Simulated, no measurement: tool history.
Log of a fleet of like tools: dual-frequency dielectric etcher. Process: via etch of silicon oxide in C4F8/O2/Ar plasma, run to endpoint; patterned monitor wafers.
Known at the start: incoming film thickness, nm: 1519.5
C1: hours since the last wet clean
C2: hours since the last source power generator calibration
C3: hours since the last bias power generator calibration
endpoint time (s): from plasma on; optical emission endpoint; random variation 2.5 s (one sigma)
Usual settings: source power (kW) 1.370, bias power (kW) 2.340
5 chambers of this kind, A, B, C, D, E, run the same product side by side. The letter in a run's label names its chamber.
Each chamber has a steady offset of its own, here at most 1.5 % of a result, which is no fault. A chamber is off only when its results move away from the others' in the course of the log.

At hour 1.5: chamber A: wet clean of the chamber.
Run 1B, hour 7.0: usual settings; C1 169.1; C2 576.5; C3 1101.7. Result: endpoint time (s) 330.21.
Run 2D, hour 15.2: usual settings; C1 353.7; C2 389.9; C3 2143.8. Result: endpoint time (s) 328.68.
Run 3C, hour 23.5: usual settings; C1 534.6; C2 803.2; C3 2205.1. Result: endpoint time (s) 336.42.
Run 4E, hour 30.8: usual settings; C1 75.0; C2 573.5; C3 4706.0. Result: endpoint time (s) 332.62.
Run 5A, hour 34.9: usual settings; C1 33.4; C2 583.8; C3 479.3. Result: endpoint time (s) 334.85.
Run 6A, hour 40.1: usual settings; C1 38.6; C2 589.0; C3 484.5. Result: endpoint time (s) 333.39.
Run 7D, hour 46.9: usual settings; C1 385.4; C2 421.6; C3 2175.5. Result: endpoint time (s) 325.88.
Run 8E, hour 52.8: usual settings; C1 97.0; C2 595.5; C3 4728.0. Result: endpoint time (s) 328.11.
Run 9B, hour 59.7: usual settings but source power (kW) 1.500, bias power (kW) 2.549; C1 221.8; C2 629.2; C3 1154.4. Result: endpoint time (s) 307.44.
Run 10C, hour 66.9: usual settings but source power (kW) 1.500, bias power (kW) 2.549; C1 578.0; C2 846.6; C3 2248.5. Result: endpoint time (s) 317.36.
Run 11A, hour 73.1: usual settings but source power (kW) 1.500, bias power (kW) 2.549; C1 71.6; C2 622.0; C3 517.5. Result: endpoint time (s) 311.49.
At hour 74.1: chamber C: wet clean of the chamber.
Run 12B, hour 79.7: usual settings but source power (kW) 1.500, bias power (kW) 2.549; C1 241.8; C2 649.2; C3 1174.4. Result: endpoint time (s) 315.75.
Run 13C, hour 86.9: usual settings but source power (kW) 1.500, bias power (kW) 2.549; C1 12.9; C2 866.6; C3 2268.5. Result: endpoint time (s) 309.92.
Run 14E, hour 93.6: usual settings but source power (kW) 1.170, bias power (kW) 1.838; C1 137.8; C2 636.3; C3 4768.8. Result: endpoint time (s) 382.48.
Run 15D, hour 100.1: usual settings but source power (kW) 1.170, bias power (kW) 1.838; C1 438.6; C2 474.8; C3 2228.7. Result: endpoint time (s) 379.78.
Run 16B, hour 106.6: usual settings but source power (kW) 1.170, bias power (kW) 1.838; C1 268.7; C2 676.1; C3 1201.3. Result: endpoint time (s) 374.64.
Run 17E, hour 111.0: usual settings but source power (kW) 1.170, bias power (kW) 1.838; C1 155.2; C2 653.7; C3 4786.2. Result: endpoint time (s) 378.72.
Run 18C, hour 117.5: usual settings but source power (kW) 1.170, bias power (kW) 1.838; C1 43.5; C2 897.2; C3 2299.1. Result: endpoint time (s) 381.90.
Run 19D, hour 122.5: usual settings; C1 461.0; C2 497.2; C3 2251.1. Result: endpoint time (s) 327.88.
Run 20A, hour 131.5: usual settings; C1 130.0; C2 680.4; C3 575.9. Result: endpoint time (s) 331.39.
Run 21E, hour 135.9: usual settings; C1 180.1; C2 678.6; C3 4811.1. Result: endpoint time (s) 333.07.
Run 22A, hour 140.6: usual settings; C1 139.1; C2 689.5; C3 585.0. Result: endpoint time (s) 334.34.
Run 23C, hour 145.8: usual settings; C1 71.8; C2 925.5; C3 2327.4. Result: endpoint time (s) 337.90.
Run 24B, hour 151.9: usual settings; C1 314.0; C2 721.4; C3 1246.6. Result: endpoint time (s) 326.44.
Run 25D, hour 160.3: usual settings but source power (kW) 1.160, bias power (kW) 1.928; C1 498.8; C2 535.0; C3 2288.9. Result: endpoint time (s) 374.00.
At hour 167.0: chamber D: wet clean of the chamber.
Run 26B, hour 168.4: usual settings but source power (kW) 1.160, bias power (kW) 1.928; C1 330.5; C2 737.9; C3 1263.1. Result: endpoint time (s) 369.78.
Run 27A, hour 174.9: usual settings but source power (kW) 1.160, bias power (kW) 1.928; C1 173.4; C2 723.8; C3 619.3. Result: endpoint time (s) 379.54.
Run 28D, hour 183.5: usual settings but source power (kW) 1.160, bias power (kW) 1.928; C1 16.6; C2 558.2; C3 2312.1. Result: endpoint time (s) 368.29.
At hour 187.1: chamber B: wet clean of the chamber.
Run 29E, hour 189.2: usual settings but source power (kW) 1.160, bias power (kW) 1.928; C1 233.4; C2 731.9; C3 4864.4. Result: endpoint time (s) 377.33.
Run 30C, hour 196.8: usual settings; C1 122.8; C2 976.5; C3 2378.4. Result: endpoint time (s) 335.78.
Run 31B, hour 205.0: usual settings; C1 17.9; C2 774.5; C3 1299.7. Result: endpoint time (s) 329.06.
Run 32D, hour 210.5: usual settings; C1 43.6; C2 585.2; C3 2339.1. Result: endpoint time (s) 326.86.
Run 33A, hour 219.1: usual settings; C1 217.6; C2 768.0; C3 663.5. Result: endpoint time (s) 332.36.
At hour 222.5: chamber E: bias power generator calibrated.
Run 34E, hour 225.8: usual settings; C1 270.0; C2 768.5; C3 3.3. Result: endpoint time (s) 330.94.
Run 35C, hour 233.8: usual settings; C1 159.8; C2 1013.5; C3 2415.4. Result: endpoint time (s) 331.73.
Run 36D, hour 241.5: usual settings; C1 74.6; C2 616.2; C3 2370.1. Result: endpoint time (s) 328.77.
Run 37A, hour 247.7: usual settings; C1 246.2; C2 796.6; C3 692.1. Result: endpoint time (s) 336.15.
Run 38C, hour 256.8: usual settings; C1 182.8; C2 1036.5; C3 2438.4. Result: endpoint time (s) 332.12.
Run 39B, hour 260.8: usual settings; C1 73.7; C2 830.3; C3 1355.5. Result: endpoint time (s) 328.17.
Run 40E, hour 269.2: usual settings; C1 313.4; C2 811.9; C3 46.7. Result: endpoint time (s) 333.14.
Run 41A, hour 277.7: usual settings; C1 276.2; C2 826.6; C3 722.1. Result: endpoint time (s) 332.62.
Run 42C, hour 284.2: usual settings; C1 210.2; C2 1063.9; C3 2465.8. Result: endpoint time (s) 334.60.
Run 43E, hour 288.8: usual settings but bias power (kW) 2.840; C1 333.0; C2 831.5; C3 66.3. Result: endpoint time (s) 310.84.

All 5 chambers run these settings next. Forecast each chamber's results:
Run 44A, hour 295.4: usual settings. Result: endpoint time (s) ?.
Run 44B, hour 295.4: usual settings. Result: endpoint time (s) ?.
Run 44C, hour 295.4: usual settings. Result: endpoint time (s) ?.
Run 44D, hour 295.4: usual settings. Result: endpoint time (s) ?.
Run 44E, hour 295.4: usual settings. Result: endpoint time (s) ?.

run  endpoint time (s)
44A             335.52
44B             328.28
44C             334.16
44D             328.27
44E             331.17
